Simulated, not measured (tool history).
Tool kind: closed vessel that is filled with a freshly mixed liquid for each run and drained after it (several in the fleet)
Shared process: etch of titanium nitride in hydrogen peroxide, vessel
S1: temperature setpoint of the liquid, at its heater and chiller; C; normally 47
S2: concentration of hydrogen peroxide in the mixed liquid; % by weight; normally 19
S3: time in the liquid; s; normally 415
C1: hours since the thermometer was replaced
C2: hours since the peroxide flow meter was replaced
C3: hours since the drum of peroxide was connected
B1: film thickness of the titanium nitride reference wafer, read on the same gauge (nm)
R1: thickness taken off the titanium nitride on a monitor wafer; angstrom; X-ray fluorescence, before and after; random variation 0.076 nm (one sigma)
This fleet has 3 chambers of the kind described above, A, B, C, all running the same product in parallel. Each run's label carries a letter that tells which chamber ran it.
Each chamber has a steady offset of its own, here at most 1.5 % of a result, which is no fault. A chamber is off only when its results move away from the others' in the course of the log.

run,hour,S1,S2,S3,C1,C2,C3,B1,R1
1A,3.8,47,19,415,2644.7,105.7,46.9,100.01,142.5
2C,6.1,47,19,415,262.6,1742.9,231.8,100.02,142.89
3B,9.9,47,19,415,106.9,66.7,159.3,99.973,143.57
4A,13.5,47,19,415,2654.4,115.4,56.6,100.05,144.41
5C,16.7,47,23.5,415,273.2,1753.5,242.4,99.997,148.06
6B,19.5,47,23.5,415,116.5,76.3,168.9,99.984,149.6
7C,21.6,47,23.5,415,278.1,1758.4,247.3,99.977,149.35
8A,24.1,47,19,415,2665,126,67.2,99.974,142.7
9B,27.6,42.5,14,415,124.6,84.4,177,100.02,96.844
10C,31.7,42.5,14,415,288.2,1768.5,257.4,100.01,95.832
11A,35.4,42.5,14,415,2676.3,137.3,78.5,99.999,96.394
12B,38.5,47,19,415,135.5,95.3,187.9,100.03,144.42
13B,42.4,47,19,280,139.4,99.2,191.8,99.965,96.235
14C,44.3,47,19,280,300.8,1781.1,270,100.01,95.423
15A,46.4,47,19,280,2687.3,148.3,89.5,99.978,97.155
16B,50.7,47,19,510,147.7,107.5,200.1,99.985,176.69
17A,53.1,47,19,510,2694,155,96.2,100.02,176.48
18C,55.9,47,19,510,312.4,1792.7,281.6,100,176.33
19A,58.6,47,19,415,2699.5,160.5,101.7,100.02,143.25
20B,62.6,47,19,415,159.6,119.4,212,100.02,143.54
21C,64.8,47,19,415,321.3,1801.6,290.5,100.04,144.45
22A,69,47,19,415,2709.9,170.9,112.1,100.01,142.13
23C,72.9,47,19,415,329.4,1809.7,298.6,100.02,145.27
24B,75.7,47,19,415,172.7,132.5,225.1,100.02,143.03
25A,78.7,47,19,615,2719.6,180.6,121.8,100.04,212.37
26B,83,47,19,615,180,139.8,232.4,99.973,212.95
27C,87.3,47,19,615,343.8,1824.1,313,100.01,217.1
28B,91.5,47,14,510,188.5,148.3,240.9,100.01,163.5
29A,95.9,47,14,510,2736.8,197.8,139,99.996,165.17
# hour 98.9: chamber C: peroxide flow meter replaced
30C,99.3,47,14,510,355.8,0.5,325,100.02,172.89
31A,103.6,47,19,415,2744.5,205.5,146.7,99.991,142.43
32B,107.2,47,19,415,204.2,164,256.6,99.964,142.14
33C,111.2,47,19,415,367.7,12.4,336.9,100.03,148.32
34B,114.8,47,19,415,211.8,171.6,264.2,99.997,142.52
35C,117.6,47,19,415,374.1,18.8,343.3,100.03,150.11
36A,120.5,50.5,19,415,2761.4,222.4,163.6,99.962,184.98
37B,122.6,50.5,19,415,219.6,179.4,272,100,184.57
38C,125,50.5,19,415,381.5,26.2,350.7,100.01,194.52
39A,128.5,47,19,415,2769.4,230.4,171.6,100.03,142.26
40A,130.9,47,14.5,260,2771.8,232.8,174,99.951,85.276
41C,134.4,47,14.5,260,390.9,35.6,360.1,99.978,89.798
42B,137.7,47,14.5,260,234.7,194.5,287.1,99.985,84.609

All chambers now run identical settings, listed one chamber a line with results as question marks. What results will each chamber show?
43A,140.9,47,19,220,,,,,?
43B,140.9,47,19,220,,,,,?
43C,140.9,47,19,220,,,,,?

run,R1
43A,75.61
43B,76.147
43C,81.941
